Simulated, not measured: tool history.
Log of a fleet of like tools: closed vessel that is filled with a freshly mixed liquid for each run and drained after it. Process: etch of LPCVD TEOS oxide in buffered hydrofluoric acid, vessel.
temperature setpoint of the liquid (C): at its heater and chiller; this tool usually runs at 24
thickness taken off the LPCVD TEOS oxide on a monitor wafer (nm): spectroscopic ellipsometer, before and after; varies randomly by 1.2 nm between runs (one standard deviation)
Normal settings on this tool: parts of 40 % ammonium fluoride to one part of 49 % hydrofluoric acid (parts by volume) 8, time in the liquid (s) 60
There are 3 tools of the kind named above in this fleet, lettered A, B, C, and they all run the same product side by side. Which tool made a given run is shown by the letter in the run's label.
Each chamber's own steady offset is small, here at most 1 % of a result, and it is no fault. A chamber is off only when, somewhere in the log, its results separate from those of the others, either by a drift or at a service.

| run | day | temperature setpoint of the liquid (C) | parts of 40 % ammonium fluoride to one part of 49 % hydrofluoric acid (parts by volume) | time in the liquid (s) | read-back film thickness of the LPCVD TEOS oxide reference wafer, read on the same gauge (nm) | thickness taken off the LPCVD TEOS oxide on a monitor wafer (nm) |
|---|---|---|---|---|---|---|
| 1B | 0.525 | 24 | 8 | 60 | 100 | 129.85 |
| 2A | 1.167 | 24 | 8 | 60 | 100.02 | 130.08 |
| 3C | 1.729 | 24 | 8 | 60 | 100.02 | 130.08 |
| 4C | 2.204 | 24 | 8 | 60 | 99.992 | 131.85 |
| 5B | 2.846 | 24 | 8 | 60 | 100.03 | 126.33 |
| 6A | 3.158 | 24 | 8 | 60 | 100 | 130.4 |
| 7C | 3.612 | 24 | 8 | 70 | 100 | 148.45 |
| 8A | 4.142 | 24 | 8 | 70 | 99.999 | 152.05 |
| 9B | 4.446 | 24 | 8 | 70 | 99.99 | 150.54 |
| 10A | 4.958 | 24 | 8 | 60 | 100.02 | 129.47 |
| 11C | 5.429 | 24 | 8 | 60 | 99.999 | 130.69 |
| 12B | 5.758 | 24 | 8 | 60 | 99.993 | 128.43 |
| 13A | 6.279 | 24 | 8 | 60 | 100.02 | 127.33 |
| 14C | 6.667 | 24 | 8 | 60 | 100 | 129.82 |
|  | 6.754 | chamber A: hydrofluoric acid flow meter replaced |
| 15B | 6.971 | 24 | 8 | 60 | 100.01 | 129.6 |
| 16A | 7.412 | 24 | 8 | 60 | 99.989 | 129.19 |
| 17C | 7.754 | 28.5 | 8 | 35 | 99.998 | 97.81 |
|  | 8.225 | chamber A: thermometer replaced |
| 18B | 8.292 | 28.5 | 8 | 35 | 99.99 | 93.42 |
| 19A | 8.883 | 28.5 | 8 | 35 | 100.01 | 96.111 |
| 20C | 9.167 | 24 | 8 | 60 | 99.984 | 129.36 |
| 21B | 9.567 | 24 | 8 | 60 | 99.992 | 126.5 |
| 22C | 10.175 | 24 | 8 | 60 | 99.984 | 129.01 |
| 23B | 10.467 | 24 | 8 | 60 | 100.01 | 128.11 |
| 24A | 11.096 | 24 | 8 | 60 | 100.01 | 128.73 |
| 25B | 11.454 | 24 | 8 | 60 | 99.999 | 127.17 |

For the next run the whole fleet of 3 chambers uses the same settings. Give each chamber's results:
| 26A | 11.912 | 24 | 8 | 60 |  | ? |
| 26B | 11.912 | 24 | 8 | 60 |  | ? |
| 26C | 11.912 | 24 | 8 | 60 |  | ? |

| run | thickness taken off the LPCVD TEOS oxide on a monitor wafer (nm) |
|---|---|
| 26A | 130.46 |
| 26B | 127.84 |
| 26C | 132.35 |

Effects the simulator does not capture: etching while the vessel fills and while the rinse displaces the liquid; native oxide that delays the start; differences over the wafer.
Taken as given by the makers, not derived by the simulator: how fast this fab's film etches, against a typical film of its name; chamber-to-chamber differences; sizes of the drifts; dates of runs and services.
